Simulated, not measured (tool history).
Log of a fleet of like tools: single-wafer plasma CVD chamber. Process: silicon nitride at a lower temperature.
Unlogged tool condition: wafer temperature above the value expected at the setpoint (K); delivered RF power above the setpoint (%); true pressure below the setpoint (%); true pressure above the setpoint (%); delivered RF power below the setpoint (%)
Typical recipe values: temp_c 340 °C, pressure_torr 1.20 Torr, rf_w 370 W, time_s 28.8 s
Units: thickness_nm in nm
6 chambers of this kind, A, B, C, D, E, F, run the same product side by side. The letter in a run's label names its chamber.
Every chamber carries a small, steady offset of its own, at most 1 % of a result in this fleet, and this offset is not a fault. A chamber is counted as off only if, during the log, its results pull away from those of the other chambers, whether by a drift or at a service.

run	hour	temp_c	pressure_torr	rf_w	time_s	hours since the last thermocouple change	hours since the last RF generator calibration	hours since the last manometer calibration	read-back reference wafer on the same gauge, thickness_nm	thickness_nm
1E	4.8	340	1.20	370	28.8	884.6	1040.1	903.1	39.903	35.918
2A	8.7	340	1.20	370	28.8	842.5	1074.1	364.3	39.893	36.201
3C	16.2	340	1.20	370	28.8	110.0	200.5	884.3	39.926	35.837
4F	20.3	340	1.20	370	28.8	166.6	1162.5	3303.8	39.906	35.744
5D	29.0	340	1.20	370	28.8	633.5	400.1	519.3	39.941	35.740
6B	36.2	340	1.20	370	28.8	955.5	640.8	1364.6	39.909	36.330
7F	45.0	340	1.31	370	25.3	191.3	1187.2	3328.5	39.887	32.224
# hour 48.6: chamber C: capacitance manometer re-zeroed and calibrated
8B	53.4	340	1.31	370	25.3	972.7	658.0	1381.8	39.913	32.372
9C	58.6	340	1.31	370	25.3	152.4	242.9	10.1	39.913	32.259
10A	65.1	340	1.31	370	25.3	898.9	1130.5	420.7	39.959	32.588
11D	72.6	340	1.31	370	25.3	677.1	443.7	562.9	39.866	32.495
# hour 78.5: chamber B: thermocouple changed; heater temperature recalibrated
12E	80.4	340	1.31	370	25.3	960.2	1115.7	978.7	39.904	32.049
13B	88.0	340	1.20	370	28.8	9.6	692.6	1416.4	39.915	36.446
14D	94.8	340	1.20	370	28.8	699.3	465.9	585.1	39.969	35.506
15A	99.0	340	1.20	370	28.8	932.8	1164.4	454.6	39.944	35.721
16E	105.1	346	1.20	300	28.8	984.9	1140.4	1003.4	39.873	31.172
# hour 105.7: chamber A: RF generator calibrated
17F	112.5	346	1.20	300	28.8	258.8	1254.7	3396.0	39.858	30.798
18C	120.1	346	1.20	300	28.8	213.9	304.4	71.6	39.885	31.148
# hour 122.3: chamber F: capacitance manometer re-zeroed and calibrated
19C	125.1	346	1.20	300	28.8	218.9	309.4	76.6	39.925	31.042
20B	133.8	346	1.20	300	28.8	55.4	738.4	1462.2	39.877	31.373
21E	142.1	346	1.20	300	28.8	1021.9	1177.4	1040.4	39.863	30.959
22F	148.3	340	0.91	330	28.8	294.6	1290.5	26.1	39.905	30.348
23D	155.4	340	0.91	330	28.8	759.9	526.5	645.7	39.896	30.575
24A	163.5	340	0.91	330	28.8	997.3	57.8	519.1	39.915	30.596
25F	171.8	340	0.91	330	28.8	318.1	1314.0	49.6	39.855	30.375
26A	178.5	340	0.91	330	28.8	1012.3	72.8	534.1	39.919	30.619
27E	183.6	340	0.91	330	28.8	1063.4	1218.9	1081.9	39.874	29.610
28C	191.8	340	1.20	370	28.8	285.6	376.1	143.3	39.887	35.852
29D	198.5	340	1.20	370	28.8	803.0	569.6	688.8	39.870	35.831
30B	206.5	340	1.20	370	28.8	128.1	811.1	1534.9	39.905	36.485
31C	213.3	340	1.20	370	28.8	307.1	397.6	164.8	39.859	35.904
32B	219.6	340	1.20	370	28.8	141.2	824.2	1548.0	39.885	36.242
33F	226.3	340	1.20	370	28.8	372.6	1368.5	104.1	39.875	36.139
34E	232.8	328	1.20	370	28.8	1112.6	1268.1	1131.1	39.925	34.794
35A	241.6	328	1.20	370	28.8	1075.4	135.9	597.2	39.912	36.206
36D	248.3	328	1.20	370	28.8	852.8	619.4	738.6	39.951	35.739

Next, every chamber runs the same settings. What will each give?
37A	254.6	334	1.20	370	28.8					?
37B	254.6	334	1.20	370	28.8					?
37C	254.6	334	1.20	370	28.8					?
37D	254.6	334	1.20	370	28.8					?
37E	254.6	334	1.20	370	28.8					?
37F	254.6	334	1.20	370	28.8					?

run	thickness_nm
37A	36.347
37B	36.533
37C	36.041
37D	35.846
37E	34.568
37F	35.423
